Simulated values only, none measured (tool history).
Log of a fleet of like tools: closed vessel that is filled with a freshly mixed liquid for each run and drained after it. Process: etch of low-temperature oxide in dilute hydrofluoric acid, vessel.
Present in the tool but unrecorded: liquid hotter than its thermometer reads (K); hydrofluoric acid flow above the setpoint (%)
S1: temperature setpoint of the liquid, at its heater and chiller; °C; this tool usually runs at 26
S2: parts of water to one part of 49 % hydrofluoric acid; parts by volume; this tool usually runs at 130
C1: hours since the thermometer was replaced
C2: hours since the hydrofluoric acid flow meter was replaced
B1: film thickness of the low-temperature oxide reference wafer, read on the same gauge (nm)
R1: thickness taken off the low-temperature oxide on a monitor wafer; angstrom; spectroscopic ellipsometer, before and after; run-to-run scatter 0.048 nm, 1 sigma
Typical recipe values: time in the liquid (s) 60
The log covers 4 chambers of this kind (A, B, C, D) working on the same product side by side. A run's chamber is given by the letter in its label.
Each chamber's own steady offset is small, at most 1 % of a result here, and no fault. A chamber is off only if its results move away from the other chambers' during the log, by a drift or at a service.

run 1D hour=6 | S1=26 S2=130 time_in_the_liquid_(s)=60 | C1=591.2 C2=241.9 | B1=89.987 | R1=105.19
run 2A hour=16.1 | S1=26 S2=130 time_in_the_liquid_(s)=60 | C1=641.7 C2=584.7 | B1=89.993 | R1=106.49
run 3B hour=25 | S1=26 S2=130 time_in_the_liquid_(s)=60 | C1=1580.6 C2=685.5 | B1=89.993 | R1=106.13
run 4C hour=32.7 | S1=26 S2=130 time_in_the_liquid_(s)=60 | C1=1733.1 C2=1912.7 | B1=90.005 | R1=105.96
run 5A hour=42.4 | S1=26 S2=170 time_in_the_liquid_(s)=60 | C1=668 C2=611 | B1=90.006 | R1=77.228
run 6D hour=48.3 | S1=26 S2=170 time_in_the_liquid_(s)=60 | C1=633.5 C2=284.2 | B1=89.989 | R1=75.948
run 7C hour=58 | S1=26 S2=170 time_in_the_liquid_(s)=60 | C1=1758.4 C2=1938 | B1=90.019 | R1=77.718
run 8B hour=66 | S1=26 S2=170 time_in_the_liquid_(s)=60 | C1=1621.6 C2=726.5 | B1=89.982 | R1=77.039
run 9C hour=75.5 | S1=24 S2=95 time_in_the_liquid_(s)=60 | C1=1775.9 C2=1955.5 | B1=89.995 | R1=140.99
-- hour=75.8 chamber A: thermometer replaced
run 10D hour=81.2 | S1=24 S2=95 time_in_the_liquid_(s)=60 | C1=666.4 C2=317.1 | B1=89.996 | R1=140.85
run 11A hour=90.4 | S1=24 S2=95 time_in_the_liquid_(s)=60 | C1=14.7 C2=659 | B1=89.997 | R1=139.67
run 12B hour=100.6 | S1=24 S2=95 time_in_the_liquid_(s)=60 | C1=1656.2 C2=761.1 | B1=89.988 | R1=141.86
run 13C hour=109.6 | S1=26 S2=130 time_in_the_liquid_(s)=60 | C1=1810 C2=1989.6 | B1=89.995 | R1=105.71
run 14B hour=115.2 | S1=26 S2=130 time_in_the_liquid_(s)=60 | C1=1670.8 C2=775.7 | B1=90.023 | R1=106.52
run 15A hour=122.4 | S1=26 S2=130 time_in_the_liquid_(s)=60 | C1=46.7 C2=691 | B1=89.984 | R1=106.39
run 16D hour=128.1 | S1=26 S2=130 time_in_the_liquid_(s)=60 | C1=713.3 C2=364 | B1=89.997 | R1=106.01
-- hour=135 chamber C: thermometer replaced
run 17A hour=136.2 | S1=26 S2=130 time_in_the_liquid_(s)=60 | C1=60.5 C2=704.8 | B1=90.013 | R1=105.94
run 18D hour=145.2 | S1=26 S2=130 time_in_the_liquid_(s)=60 | C1=730.4 C2=381.1 | B1=90.018 | R1=104.56
run 19C hour=155.9 | S1=23 S2=130 time_in_the_liquid_(s)=80 | C1=20.9 C2=2035.9 | B1=90.017 | R1=125.66
run 20B hour=165.9 | S1=23 S2=130 time_in_the_liquid_(s)=80 | C1=1721.5 C2=826.4 | B1=89.995 | R1=126.11
run 21A hour=171.6 | S1=23 S2=130 time_in_the_liquid_(s)=80 | C1=95.9 C2=740.2 | B1=89.977 | R1=124.96
run 22B hour=180.9 | S1=23 S2=130 time_in_the_liquid_(s)=80 | C1=1736.5 C2=841.4 | B1=89.991 | R1=126
run 23C hour=188.8 | S1=26 S2=130 time_in_the_liquid_(s)=60 | C1=53.8 C2=2068.8 | B1=89.99 | R1=106.27
run 24D hour=199 | S1=26 S2=130 time_in_the_liquid_(s)=60 | C1=784.2 C2=434.9 | B1=90.016 | R1=105.08
run 25C hour=208.3 | S1=26 S2=130 time_in_the_liquid_(s)=60 | C1=73.3 C2=2088.3 | B1=89.977 | R1=105.57
run 26A hour=213.6 | S1=26 S2=130 time_in_the_liquid_(s)=60 | C1=137.9 C2=782.2 | B1=89.993 | R1=105.61
run 27D hour=218.9 | S1=26 S2=130 time_in_the_liquid_(s)=60 | C1=804.1 C2=454.8 | B1=89.993 | R1=104.91
run 28B hour=224 | S1=26 S2=130 time_in_the_liquid_(s)=60 | C1=1779.6 C2=884.5 | B1=90.008 | R1=105.85
run 29C hour=232.3 | S1=24 S2=130 time_in_the_liquid_(s)=60 | C1=97.3 C2=2112.3 | B1=90.01 | R1=97.937
run 30D hour=238.1 | S1=24 S2=130 time_in_the_liquid_(s)=60 | C1=823.3 C2=474 | B1=89.994 | R1=97.634
run 31B hour=243.9 | S1=24 S2=130 time_in_the_liquid_(s)=60 | C1=1799.5 C2=904.4 | B1=90.01 | R1=98.67

Has any chamber moved away from the others, gradually or after a service, or does the common gauge drift, or do the chambers differ only by their own small steady offsets? State the chamber and the most likely cause if one applies.

No chamber stands off beyond its own small offset, and the gauge holds steady.

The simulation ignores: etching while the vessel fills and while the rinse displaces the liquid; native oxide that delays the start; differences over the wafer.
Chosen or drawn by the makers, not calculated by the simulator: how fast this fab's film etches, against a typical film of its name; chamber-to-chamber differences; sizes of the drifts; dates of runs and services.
